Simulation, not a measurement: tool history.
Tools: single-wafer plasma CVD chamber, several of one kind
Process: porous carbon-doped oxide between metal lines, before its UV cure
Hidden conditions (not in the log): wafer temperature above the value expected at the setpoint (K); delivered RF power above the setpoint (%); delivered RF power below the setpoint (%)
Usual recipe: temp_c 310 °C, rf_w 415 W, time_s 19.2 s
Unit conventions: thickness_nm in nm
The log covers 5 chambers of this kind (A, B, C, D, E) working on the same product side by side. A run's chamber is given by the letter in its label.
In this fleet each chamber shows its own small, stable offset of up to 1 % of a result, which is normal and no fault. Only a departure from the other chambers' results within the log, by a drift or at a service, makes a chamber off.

| run | day | temp_c | rf_w | time_s | hours since the last thermocouple change | hours since the last RF generator calibration | read-back reference wafer on the same gauge, thickness_nm | thickness_nm |
|---|---|---|---|---|---|---|---|---|
| 1D | 0.629 | 310 | 415 | 19.2 | 589.7 | 1464.7 | 89.622 | 87.251 |
| 2B | 1.25 | 310 | 415 | 19.2 | 2274.1 | 90.3 | 89.715 | 86.606 |
|  | 1.588 | chamber B: thermocouple changed; heater temperature recalibrated |
| 3A | 1.912 | 310 | 415 | 19.2 | 1316.6 | 324 | 89.664 | 86.921 |
| 4C | 2.321 | 310 | 415 | 19.2 | 2885.9 | 848.6 | 89.714 | 86.308 |
| 5E | 2.762 | 310 | 415 | 19.2 | 2356.1 | 241.8 | 89.731 | 87.691 |
| 6D | 3.238 | 310 | 415 | 19.2 | 652.3 | 1527.3 | 89.707 | 87.468 |
| 7E | 3.783 | 310 | 415 | 19.2 | 2380.6 | 266.3 | 89.712 | 87.387 |
| 8C | 4.133 | 310 | 415 | 19.2 | 2929.4 | 892.1 | 89.723 | 86.636 |
| 9B | 4.554 | 310 | 415 | 19.2 | 71.3 | 169.6 | 89.751 | 86.856 |
| 10A | 4.938 | 310 | 335 | 19.2 | 1389.2 | 396.6 | 89.698 | 73.369 |
|  | 5.158 | chamber C: thermocouple changed; heater temperature recalibrated |
| 11C | 5.592 | 310 | 335 | 19.2 | 10.5 | 927.1 | 89.74 | 70.744 |
| 12B | 6.179 | 310 | 335 | 19.2 | 110.3 | 208.6 | 89.737 | 72.527 |
| 13E | 6.725 | 310 | 335 | 19.2 | 2451.2 | 336.9 | 89.71 | 73.626 |
| 14D | 7.054 | 310 | 335 | 19.2 | 743.9 | 1618.9 | 89.677 | 73.305 |
| 15A | 7.712 | 310 | 415 | 22.6 | 1455.8 | 463.2 | 89.7 | 102.39 |
| 16E | 8.25 | 310 | 415 | 22.6 | 2487.8 | 373.5 | 89.633 | 101.79 |
| 17B | 8.817 | 310 | 415 | 22.6 | 173.6 | 271.9 | 89.72 | 101.61 |
| 18A | 9.154 | 310 | 415 | 22.6 | 1490.4 | 497.8 | 89.68 | 101.91 |
| 19C | 9.458 | 310 | 415 | 22.6 | 103.3 | 1019.9 | 89.721 | 98.105 |
| 20D | 10.108 | 310 | 415 | 19.2 | 817.2 | 1692.2 | 89.681 | 86.842 |
| 21E | 10.658 | 310 | 415 | 19.2 | 2545.6 | 431.3 | 89.71 | 87.609 |
| 22D | 10.975 | 303 | 415 | 15.5 | 838 | 1713 | 89.776 | 73.635 |
| 23C | 11.379 | 303 | 415 | 15.5 | 149.4 | 1066 | 89.63 | 70.669 |
| 24B | 11.708 | 303 | 415 | 15.5 | 243 | 341.3 | 89.756 | 72.598 |
| 25A | 12.021 | 303 | 415 | 15.5 | 1559.2 | 566.6 | 89.773 | 73.734 |
| 26C | 12.479 | 303 | 415 | 15.5 | 175.8 | 1092.4 | 89.727 | 71.065 |
| 27B | 12.933 | 310 | 415 | 19.2 | 272.4 | 370.7 | 89.717 | 85.786 |
|  | 13.058 | chamber A: thermocouple changed; heater temperature recalibrated |
| 28E | 13.512 | 310 | 415 | 19.2 | 2614.1 | 499.8 | 89.728 | 87.81 |
| 29D | 14.179 | 310 | 415 | 19.2 | 914.9 | 1789.9 | 89.692 | 87.453 |
| 30A | 14.679 | 310 | 415 | 19.2 | 38.9 | 630.4 | 89.797 | 86.96 |
| 31E | 15.254 | 310 | 415 | 19.2 | 2655.9 | 541.6 | 89.664 | 87.236 |
| 32B | 15.812 | 310 | 415 | 19.2 | 341.5 | 439.8 | 89.685 | 86.442 |
| 33A | 16.296 | 310 | 415 | 19.2 | 77.7 | 669.2 | 89.633 | 87.256 |
| 34D | 16.871 | 315 | 415 | 19.2 | 979.5 | 1854.5 | 89.647 | 84.991 |

Has any chamber moved away from the others, gradually or after a service, or does the common gauge drift, or do the chambers differ only by their own small steady offsets? State the chamber and the most likely cause if one applies.

The work done on chamber C during a service left it standing apart from the others.
What lies behind it: wafer temperature above the value expected at the setpoint (K) = 5.34.

Chamber C could run next with any of the 4 candidate recipes listed below; each alters the usual settings, and their results appear as question marks. Which one brings its results back in line with what the other chambers deliver on the usual settings?
To be in line, a result may differ from the other chambers' mean on the usual settings by at most: thickness_nm 1.1 nm
| 35C-1 | 17.354 | 311 | 400 | 19.2 |  |  |  | ? |
| 35C-2 | 17.354 | 312 | 415 | 18 |  |  |  | ? |
| 35C-3 | 17.354 | 296 | 415 | 19.2 |  |  |  | ? |
| 35C-4 | 17.354 | 309 | 420 | 19.6 |  |  |  | ? |

Usual-settings mean across the other chambers: thickness_nm 87.031 nm
| run | thickness_nm |
|---|---|
| 35C-1 | 81.468 |
| 35C-2 | 78.401 |
| 35C-3 | 90.938 |
| 35C-4 | 87.268 |
The right change is 35C-4: it brings the chamber back within the allowed miss of the others.
